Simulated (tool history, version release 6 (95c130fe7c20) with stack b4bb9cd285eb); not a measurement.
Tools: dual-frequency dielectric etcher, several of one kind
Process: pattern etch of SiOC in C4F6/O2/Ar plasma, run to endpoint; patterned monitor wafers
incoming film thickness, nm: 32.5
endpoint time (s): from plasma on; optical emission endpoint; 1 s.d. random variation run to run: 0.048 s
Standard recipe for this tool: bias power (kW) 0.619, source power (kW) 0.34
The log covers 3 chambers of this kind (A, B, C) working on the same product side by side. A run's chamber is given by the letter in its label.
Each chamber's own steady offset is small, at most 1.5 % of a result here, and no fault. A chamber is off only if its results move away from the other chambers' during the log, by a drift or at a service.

run,hour,bias power (kW),source power (kW),endpoint time (s)
1A,6.2,0.619,0.34,10.693
2B,9.5,0.619,0.34,10.873
3C,15.7,0.619,0.34,10.631
4A,21.3,0.619,0.34,10.708
# hour 22.5: chamber C: source power generator calibrated
5C,24.5,0.556,0.38,10.706
6B,31.5,0.556,0.38,10.906
7B,35.6,0.556,0.38,10.84
8C,42.6,0.619,0.34,10.643
9A,47.3,0.619,0.34,10.687
10A,54.5,0.619,0.34,10.713
11C,59.9,0.619,0.34,10.578
12B,65.2,0.619,0.34,10.771
13B,71.2,0.619,0.34,10.856
14C,75.1,0.619,0.34,10.645
15A,78.8,0.619,0.34,10.747
16A,83.8,0.619,0.34,10.624
17B,89.3,0.619,0.34,10.891
18C,95.3,0.619,0.34,10.615
19C,100.7,0.619,0.34,10.563
20B,107.6,0.619,0.34,10.886
21A,113.5,0.619,0.34,10.655
22A,116.6,0.619,0.34,10.753
23B,121.2,0.619,0.34,10.818
# hour 122.9: chamber A: wet clean of the chamber
24C,126.4,0.619,0.34,10.528
25A,133.6,0.619,0.34,10.726
26B,137.5,0.619,0.34,10.865
27C,141,0.619,0.34,10.679
28C,145.2,0.619,0.34,10.656
29A,148.5,0.619,0.34,10.706

All 3 chambers run these settings next. Forecast each chamber's results:
30A,153.8,0.619,0.34,?
30B,153.8,0.619,0.34,?
30C,153.8,0.619,0.34,?

run,endpoint time (s)
30A,10.651
30B,10.737
30C,10.562
